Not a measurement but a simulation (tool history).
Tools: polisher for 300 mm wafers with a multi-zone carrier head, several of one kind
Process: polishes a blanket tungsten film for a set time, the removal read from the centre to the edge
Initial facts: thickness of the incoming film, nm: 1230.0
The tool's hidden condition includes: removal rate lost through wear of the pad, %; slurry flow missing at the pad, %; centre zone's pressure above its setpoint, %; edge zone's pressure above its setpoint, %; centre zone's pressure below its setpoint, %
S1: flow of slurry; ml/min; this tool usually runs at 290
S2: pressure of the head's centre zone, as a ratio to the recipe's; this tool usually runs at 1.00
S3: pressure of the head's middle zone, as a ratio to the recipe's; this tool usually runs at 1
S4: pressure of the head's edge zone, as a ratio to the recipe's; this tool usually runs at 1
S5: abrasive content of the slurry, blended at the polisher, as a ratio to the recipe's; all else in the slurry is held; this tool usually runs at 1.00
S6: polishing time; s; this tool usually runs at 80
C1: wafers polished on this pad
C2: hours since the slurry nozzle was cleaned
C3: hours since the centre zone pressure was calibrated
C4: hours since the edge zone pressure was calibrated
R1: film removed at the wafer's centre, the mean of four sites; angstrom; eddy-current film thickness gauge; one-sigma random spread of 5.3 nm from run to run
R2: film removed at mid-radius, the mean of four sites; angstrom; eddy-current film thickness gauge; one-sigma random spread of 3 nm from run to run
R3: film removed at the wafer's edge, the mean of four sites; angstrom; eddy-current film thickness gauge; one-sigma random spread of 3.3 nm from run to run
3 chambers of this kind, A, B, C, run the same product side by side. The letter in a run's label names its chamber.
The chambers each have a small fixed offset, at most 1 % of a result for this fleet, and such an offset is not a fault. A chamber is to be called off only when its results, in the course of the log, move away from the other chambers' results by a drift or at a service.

| run | hour | S1 | S2 | S3 | S4 | S5 | S6 | C1 | C2 | C3 | C4 | R1 | R2 | R3 |
|---|---|---|---|---|---|---|---|---|---|---|---|---|---|---|
| 1C | 3.4 | 290 | 1.00 | 1 | 1 | 1.00 | 80 | 289 | 742.5 | 974.8 | 675.2 | 4807.0 | 4818.7 | 4833.6 |
| 2A | 6.0 | 290 | 1.00 | 1 | 1 | 1.00 | 80 | 1309 | 63.3 | 251.7 | 89.1 | 4852.8 | 4799.6 | 4809.5 |
| 3B | 8.5 | 290 | 1.00 | 1 | 1 | 1.00 | 80 | 742 | 159.2 | 217.5 | 954.4 | 4881.9 | 4779.8 | 4767.6 |
| 4B | 10.8 | 290 | 1.00 | 1 | 1 | 1.00 | 80 | 762 | 161.5 | 219.8 | 956.7 | 4833.1 | 4777.7 | 4824.9 |
| 5A | 14.0 | 290 | 1.00 | 1 | 1 | 1.00 | 80 | 1380 | 71.3 | 259.7 | 97.1 | 4796.1 | 4781.4 | 4840.6 |
| 6C | 17.1 | 290 | 1.00 | 1 | 1 | 1.00 | 80 | 410 | 756.2 | 988.5 | 688.9 | 4816.4 | 4850.9 | 4840.2 |
| 7B | 19.1 | 290 | 1.00 | 1 | 1 | 1.15 | 103 | 835 | 169.8 | 228.1 | 965.0 | 6479.9 | 6371.3 | 6455.0 |
| 8C | 22.5 | 290 | 1.00 | 1 | 1 | 1.15 | 103 | 458 | 761.6 | 993.9 | 694.3 | 6377.9 | 6361.4 | 6483.0 |
| 9A | 26.6 | 290 | 1.00 | 1 | 1 | 1.15 | 103 | 1491 | 83.9 | 272.3 | 109.7 | 6469.1 | 6338.5 | 6454.7 |
|  | 27.8 | chamber A: worn pad replaced by a new one |
| 10C | 29.7 | 290 | 1.00 | 1 | 1 | 1.00 | 80 | 521 | 768.8 | 1001.1 | 701.5 | 4849.9 | 4804.6 | 4763.1 |
|  | 30.2 | chamber B: worn pad replaced by a new one |
| 11A | 33.2 | 290 | 1.00 | 1 | 1 | 1.00 | 80 | 48 | 90.5 | 278.9 | 116.3 | 4894.3 | 4786.7 | 4798.8 |
| 12B | 36.3 | 290 | 1.00 | 1 | 1 | 1.00 | 80 | 54 | 187.0 | 245.3 | 982.2 | 4850.9 | 4857.2 | 4825.1 |
| 13B | 38.3 | 375 | 0.89 | 1 | 1 | 1.00 | 80 | 72 | 189.0 | 247.3 | 984.2 | 4361.6 | 4948.4 | 4864.2 |
| 14A | 41.7 | 375 | 0.89 | 1 | 1 | 1.00 | 80 | 123 | 99.0 | 287.4 | 124.8 | 4403.9 | 4950.0 | 4953.5 |
| 15C | 45.5 | 375 | 0.89 | 1 | 1 | 1.00 | 80 | 661 | 784.6 | 1016.9 | 717.3 | 4380.3 | 4965.2 | 4978.2 |
| 16A | 49.4 | 290 | 1.00 | 1 | 1 | 1.00 | 80 | 191 | 106.7 | 295.1 | 132.5 | 4826.0 | 4787.5 | 4793.8 |
| 17B | 52.0 | 290 | 1.00 | 1 | 1 | 1.00 | 80 | 193 | 202.7 | 261.0 | 997.9 | 4873.6 | 4849.7 | 4848.7 |
| 18C | 54.8 | 290 | 1.00 | 1 | 1 | 1.00 | 80 | 743 | 793.9 | 1026.2 | 726.6 | 4766.8 | 4837.0 | 4823.3 |
| 19C | 57.6 | 290 | 1.00 | 1 | 1 | 1.00 | 80 | 768 | 796.7 | 1029.0 | 729.4 | 4736.5 | 4857.8 | 4778.8 |
|  | 61.6 | chamber C: worn pad replaced by a new one |
| 20A | 61.8 | 290 | 1.00 | 1 | 1 | 1.00 | 80 | 301 | 119.1 | 307.5 | 144.9 | 4829.7 | 4799.3 | 4901.5 |
| 21B | 65.5 | 365 | 1.00 | 1 | 1 | 1.00 | 97 | 312 | 216.2 | 274.5 | 1011.4 | 5965.5 | 6056.7 | 5957.8 |
| 22B | 67.8 | 365 | 1.00 | 1 | 1 | 1.00 | 97 | 332 | 218.5 | 276.8 | 1013.7 | 5886.0 | 5990.8 | 5928.5 |
| 23A | 70.4 | 365 | 1.00 | 1 | 1 | 1.00 | 97 | 377 | 127.7 | 316.1 | 153.5 | 5984.5 | 5955.7 | 5887.4 |
| 24C | 74.0 | 290 | 1.00 | 1 | 1 | 1.00 | 80 | 110 | 813.1 | 1045.4 | 745.8 | 4866.8 | 4800.9 | 4844.9 |
| 25B | 76.5 | 290 | 1.00 | 1 | 1 | 1.00 | 80 | 409 | 227.2 | 285.5 | 1022.4 | 4862.6 | 4821.9 | 4798.3 |
| 26A | 80.5 | 290 | 1.00 | 1 | 1 | 1.00 | 80 | 466 | 137.8 | 326.2 | 163.6 | 4806.2 | 4813.6 | 4797.3 |
| 27C | 82.7 | 290 | 1.00 | 1 | 1 | 1.00 | 80 | 187 | 821.8 | 1054.1 | 754.5 | 4770.8 | 4803.7 | 4836.7 |
| 28C | 84.6 | 290 | 1.00 | 1 | 1 | 1.00 | 80 | 203 | 823.7 | 1056.0 | 756.4 | 4776.0 | 4880.7 | 4805.4 |
| 29A | 88.7 | 290 | 1.00 | 1 | 1 | 1.00 | 80 | 538 | 146.0 | 334.4 | 171.8 | 4842.8 | 4806.7 | 4837.7 |
| 30B | 91.0 | 290 | 1.00 | 1 | 1 | 1.00 | 80 | 537 | 241.7 | 300.0 | 1036.9 | 4847.2 | 4840.3 | 4812.3 |
| 31C | 92.9 | 290 | 1.00 | 1 | 1 | 1.00 | 80 | 277 | 832.0 | 1064.3 | 764.7 | 4794.3 | 4820.4 | 4792.6 |

Next, all 3 chambers run the settings below, one line each with question marks for the results. What does each chamber give?
| 32A | 95.9 | 380 | 1.00 | 1 | 1 | 1.00 | 80 |  |  |  |  | ? | ? | ? |
| 32B | 95.9 | 380 | 1.00 | 1 | 1 | 1.00 | 80 |  |  |  |  | ? | ? | ? |
| 32C | 95.9 | 380 | 1.00 | 1 | 1 | 1.00 | 80 |  |  |  |  | ? | ? | ? |

| run | R1 | R2 | R3 |
|---|---|---|---|
| 32A | 5051.7 | 4892.2 | 4884.8 |
| 32B | 4939.3 | 5006.3 | 4893.2 |
| 32C | 5044.5 | 4907.4 | 4931.5 |
